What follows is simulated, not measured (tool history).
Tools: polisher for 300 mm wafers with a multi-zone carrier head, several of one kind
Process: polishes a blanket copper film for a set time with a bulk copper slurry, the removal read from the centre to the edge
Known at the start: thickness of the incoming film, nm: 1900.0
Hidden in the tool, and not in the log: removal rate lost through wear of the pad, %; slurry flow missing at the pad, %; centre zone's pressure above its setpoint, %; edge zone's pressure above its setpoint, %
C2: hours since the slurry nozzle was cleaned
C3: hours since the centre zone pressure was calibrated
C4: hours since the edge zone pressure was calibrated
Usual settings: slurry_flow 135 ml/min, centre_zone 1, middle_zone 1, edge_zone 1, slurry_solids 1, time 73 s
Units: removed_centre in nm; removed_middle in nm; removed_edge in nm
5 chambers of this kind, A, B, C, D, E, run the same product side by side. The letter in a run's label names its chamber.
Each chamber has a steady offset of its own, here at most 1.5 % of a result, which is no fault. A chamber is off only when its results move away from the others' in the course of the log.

-- hour=9.1 chamber B: worn pad replaced by a new one
run 1C hour=10.3 | slurry_flow=135 centre_zone=1 middle_zone=1 edge_zone=1 slurry_solids=1 time=73 | wafers_polished_on_this_pad=578 C2=236.5 C3=1014.1 C4=1338 | removed_centre=568.62 removed_middle=569.63 removed_edge=552.63
run 2E hour=21.5 | slurry_flow=135 centre_zone=1 middle_zone=1 edge_zone=1 slurry_solids=1 time=73 | wafers_polished_on_this_pad=875 C2=450.7 C3=87.6 C4=819.8 | removed_centre=560.8 removed_middle=540.63 removed_edge=559.34
-- hour=33 chamber C: worn pad replaced by a new one
run 3B hour=33.2 | slurry_flow=135 centre_zone=1 middle_zone=1 edge_zone=1 slurry_solids=1 time=73 | wafers_polished_on_this_pad=357 C2=77.3 C3=293.5 C4=589.7 | removed_centre=561.91 removed_middle=576.82 removed_edge=552.25
-- hour=41 chamber E: worn pad replaced by a new one
run 4D hour=42.3 | slurry_flow=135 centre_zone=1 middle_zone=1 edge_zone=1 slurry_solids=1 time=73 | wafers_polished_on_this_pad=792 C2=103.4 C3=123.7 C4=412.2 | removed_centre=565.4 removed_middle=558.09 removed_edge=568.98
run 5A hour=50.2 | slurry_flow=135 centre_zone=1 middle_zone=1 edge_zone=1.06 slurry_solids=1 time=81 | wafers_polished_on_this_pad=1186 C2=200.9 C3=544.1 C4=83.9 | removed_centre=620.28 removed_middle=631.79 removed_edge=657.7
-- hour=52.7 chamber A: worn pad replaced by a new one
run 6E hour=58.1 | slurry_flow=135 centre_zone=1 middle_zone=1 edge_zone=1.06 slurry_solids=1 time=81 | wafers_polished_on_this_pad=254 C2=487.3 C3=124.2 C4=856.4 | removed_centre=619.76 removed_middle=608.21 removed_edge=637.5
-- hour=58.5 chamber D: worn pad replaced by a new one
run 7D hour=68.4 | slurry_flow=135 centre_zone=1 middle_zone=1 edge_zone=1.06 slurry_solids=1 time=81 | wafers_polished_on_this_pad=147 C2=129.5 C3=149.8 C4=438.3 | removed_centre=636.71 removed_middle=619.7 removed_edge=644.07
run 8B hour=75.4 | slurry_flow=135 centre_zone=1 middle_zone=1 edge_zone=1.06 slurry_solids=1 time=81 | wafers_polished_on_this_pad=983 C2=119.5 C3=335.7 C4=631.9 | removed_centre=615.79 removed_middle=637.81 removed_edge=638.59
run 9A hour=88.5 | slurry_flow=135 centre_zone=1 middle_zone=1 edge_zone=1.06 slurry_solids=1 time=81 | wafers_polished_on_this_pad=532 C2=239.2 C3=582.4 C4=122.2 | removed_centre=620.99 removed_middle=623.06 removed_edge=635.55
-- hour=88.7 chamber C: centre zone pressure recalibrated
-- hour=91.2 chamber C: edge zone pressure recalibrated
-- hour=92.7 chamber E: edge zone pressure recalibrated
-- hour=96.5 chamber B: worn pad replaced by a new one
run 10C hour=101.9 | slurry_flow=135 centre_zone=1 middle_zone=1 edge_zone=1 slurry_solids=1 time=73 | wafers_polished_on_this_pad=1023 C2=328.1 C3=13.2 C4=10.7 | removed_centre=558.23 removed_middle=545.21 removed_edge=558.41
-- hour=107 chamber C: worn pad replaced by a new one
run 11E hour=115.4 | slurry_flow=135 centre_zone=1 middle_zone=1.05 edge_zone=1 slurry_solids=1 time=59 | wafers_polished_on_this_pad=1104 C2=544.6 C3=181.5 C4=22.8 | removed_centre=447.26 removed_middle=479.89 removed_edge=451.72
-- hour=117.9 chamber E: worn pad replaced by a new one
run 12B hour=123 | slurry_flow=135 centre_zone=1 middle_zone=1.05 edge_zone=1 slurry_solids=1 time=59 | wafers_polished_on_this_pad=393 C2=167.1 C3=383.3 C4=679.5 | removed_centre=451.29 removed_middle=460.08 removed_edge=449.96
-- hour=123.8 chamber D: worn pad replaced by a new one
-- hour=127.9 chamber A: worn pad replaced by a new one
-- hour=135 chamber E: slurry nozzle cleaned
run 13D hour=136.6 | slurry_flow=135 centre_zone=1 middle_zone=1.05 edge_zone=1 slurry_solids=1 time=59 | wafers_polished_on_this_pad=191 C2=197.7 C3=218 C4=506.5 | removed_centre=449.46 removed_middle=481.38 removed_edge=456.57
run 14A hour=144.5 | slurry_flow=135 centre_zone=1 middle_zone=1.05 edge_zone=1 slurry_solids=1 time=59 | wafers_polished_on_this_pad=247 C2=295.2 C3=638.4 C4=178.2 | removed_centre=470.65 removed_middle=481.95 removed_edge=455.76
-- hour=148.4 chamber C: slurry nozzle cleaned
run 15C hour=151.4 | slurry_flow=135 centre_zone=1 middle_zone=1.05 edge_zone=1 slurry_solids=1 time=59 | wafers_polished_on_this_pad=659 C2=3.1 C3=62.7 C4=60.2 | removed_centre=460.55 removed_middle=466.95 removed_edge=450.28
run 16D hour=164.9 | slurry_flow=135 centre_zone=1 middle_zone=1 edge_zone=1 slurry_solids=1 time=73 | wafers_polished_on_this_pad=611 C2=226 C3=246.3 C4=534.8 | removed_centre=564 removed_middle=543.55 removed_edge=570.81
-- hour=165.3 chamber B: worn pad replaced by a new one
-- hour=168.5 chamber C: worn pad replaced by a new one
run 17C hour=175.1 | slurry_flow=135 centre_zone=1 middle_zone=1 edge_zone=1 slurry_solids=1 time=73 | wafers_polished_on_this_pad=99 C2=26.8 C3=86.4 C4=83.9 | removed_centre=585.1 removed_middle=571.94 removed_edge=556.75
run 18E hour=182.3 | slurry_flow=135 centre_zone=1 middle_zone=1 edge_zone=1 slurry_solids=1 time=73 | wafers_polished_on_this_pad=955 C2=47.3 C3=248.4 C4=89.7 | removed_centre=546.61 removed_middle=539.08 removed_edge=557.74
-- hour=186.8 chamber D: worn pad replaced by a new one
-- hour=189.6 chamber E: worn pad replaced by a new one
run 19B hour=190.9 | slurry_flow=135 centre_zone=1 middle_zone=1 edge_zone=1 slurry_solids=1 time=73 | wafers_polished_on_this_pad=380 C2=235 C3=451.2 C4=747.4 | removed_centre=551.92 removed_middle=571.62 removed_edge=564.43
run 20A hour=200.5 | slurry_flow=135 centre_zone=1 middle_zone=1 edge_zone=1 slurry_solids=1 time=86 | wafers_polished_on_this_pad=1078 C2=351.2 C3=694.4 C4=234.2 | removed_centre=687.95 removed_middle=669.7 removed_edge=655.2
run 21A hour=212.9 | slurry_flow=135 centre_zone=1 middle_zone=1 edge_zone=1 slurry_solids=1 time=86 | wafers_polished_on_this_pad=1262 C2=363.6 C3=706.8 C4=246.6 | removed_centre=697.85 removed_middle=671.06 removed_edge=672.38
-- hour=218.6 chamber A: worn pad replaced by a new one
-- hour=225.1 chamber A: slurry nozzle cleaned
run 22D hour=226.2 | slurry_flow=135 centre_zone=1 middle_zone=1 edge_zone=1 slurry_solids=1 time=86 | wafers_polished_on_this_pad=585 C2=287.3 C3=307.6 C4=596.1 | removed_centre=663.47 removed_middle=658.51 removed_edge=658.37
run 23C hour=237.9 | slurry_flow=135 centre_zone=1 middle_zone=1 edge_zone=1 slurry_solids=1 time=86 | wafers_polished_on_this_pad=1030 C2=89.6 C3=149.2 C4=146.7 | removed_centre=688.4 removed_middle=658.24 removed_edge=649.23
-- hour=240.3 chamber B: worn pad replaced by a new one
-- hour=242.7 chamber C: worn pad replaced by a new one
run 24B hour=245.1 | slurry_flow=135 centre_zone=1 middle_zone=1 edge_zone=1 slurry_solids=1 time=86 | wafers_polished_on_this_pad=72 C2=289.2 C3=505.4 C4=801.6 | removed_centre=658.06 removed_middle=668.13 removed_edge=674.69
run 25E hour=255.3 | slurry_flow=135 centre_zone=1 middle_zone=1 edge_zone=1 slurry_solids=1 time=73 | wafers_polished_on_this_pad=975 C2=120.3 C3=321.4 C4=162.7 | removed_centre=556.51 removed_middle=565.4 removed_edge=562.89
-- hour=259.7 chamber D: worn pad replaced by a new one
run 26E hour=265.4 | slurry_flow=135 centre_zone=1 middle_zone=0.9 edge_zone=1 slurry_solids=1 time=73 | wafers_polished_on_this_pad=1125 C2=130.4 C3=331.5 C4=172.8 | removed_centre=549.64 removed_middle=509.62 removed_edge=564.61
-- hour=266.4 chamber E: worn pad replaced by a new one
run 27A hour=278.3 | slurry_flow=135 centre_zone=1 middle_zone=0.9 edge_zone=1 slurry_solids=1 time=73 | wafers_polished_on_this_pad=886 C2=53.2 C3=772.2 C4=312 | removed_centre=600.89 removed_middle=510.51 removed_edge=565.24
-- hour=280.2 chamber D: slurry nozzle cleaned
run 28D hour=284.4 | slurry_flow=135 centre_zone=1 middle_zone=0.9 edge_zone=1 slurry_solids=1 time=73 | wafers_polished_on_this_pad=367 C2=4.3 C3=365.8 C4=654.3 | removed_centre=568.58 removed_middle=513.82 removed_edge=568.09
run 29B hour=296.7 | slurry_flow=135 centre_zone=1 middle_zone=0.9 edge_zone=1 slurry_solids=1 time=73 | wafers_polished_on_this_pad=837 C2=340.8 C3=557 C4=853.2 | removed_centre=563.37 removed_middle=505.22 removed_edge=559.83
-- hour=304.9 chamber A: worn pad replaced by a new one
run 30C hour=308.4 | slurry_flow=135 centre_zone=1 middle_zone=0.9 edge_zone=1 slurry_solids=1 time=73 | wafers_polished_on_this_pad=974 C2=160.1 C3=219.7 C4=217.2 | removed_centre=575.53 removed_middle=512.24 removed_edge=559.28
-- hour=313.6 chamber C: worn pad replaced by a new one
run 31E hour=315.6 | slurry_flow=135 centre_zone=1 middle_zone=1 edge_zone=1 slurry_solids=1 time=73 | wafers_polished_on_this_pad=731 C2=180.6 C3=381.7 C4=223 | removed_centre=563.23 removed_middle=558.44 removed_edge=559.12
-- hour=319.9 chamber B: worn pad replaced by a new one
run 32A hour=323.9 | slurry_flow=135 centre_zone=1 middle_zone=1 edge_zone=1 slurry_solids=1 time=73 | wafers_polished_on_this_pad=282 C2=98.8 C3=817.8 C4=357.6 | removed_centre=611.23 removed_middle=558.66 removed_edge=559.49
run 33C hour=333.5 | slurry_flow=135 centre_zone=1 middle_zone=1 edge_zone=1 slurry_solids=1 time=73 | wafers_polished_on_this_pad=295 C2=185.2 C3=244.8 C4=242.3 | removed_centre=564.15 removed_middle=567.51 removed_edge=563.9
run 34B hour=340.8 | slurry_flow=135 centre_zone=1 middle_zone=1 edge_zone=1 slurry_solids=1 time=73 | wafers_polished_on_this_pad=311 C2=384.9 C3=601.1 C4=897.3 | removed_centre=556.72 removed_middle=554.93 removed_edge=554.98

All 5 chambers run these settings next. Forecast each chamber's results:
run 35A hour=350.9 | slurry_flow=135 centre_zone=1 middle_zone=1 edge_zone=1 slurry_solids=1 time=73 | removed_centre=? removed_middle=? removed_edge=?
run 35B hour=350.9 | slurry_flow=135 centre_zone=1 middle_zone=1 edge_zone=1 slurry_solids=1 time=73 | removed_centre=? removed_middle=? removed_edge=?
run 35C hour=350.9 | slurry_flow=135 centre_zone=1 middle_zone=1 edge_zone=1 slurry_solids=1 time=73 | removed_centre=? removed_middle=? removed_edge=?
run 35D hour=350.9 | slurry_flow=135 centre_zone=1 middle_zone=1 edge_zone=1 slurry_solids=1 time=73 | removed_centre=? removed_middle=? removed_edge=?
run 35E hour=350.9 | slurry_flow=135 centre_zone=1 middle_zone=1 edge_zone=1 slurry_solids=1 time=73 | removed_centre=? removed_middle=? removed_edge=?

run=35A removed_centre=623.43 removed_middle=569.74 removed_edge=564.94
run=35B removed_centre=568.02 removed_middle=567.49 removed_edge=555.6
run=35C removed_centre=566.78 removed_middle=549.23 removed_edge=563.09
run=35D removed_centre=561.88 removed_middle=548.01 removed_edge=557.81
run=35E removed_centre=565.11 removed_middle=552.66 removed_edge=561.7
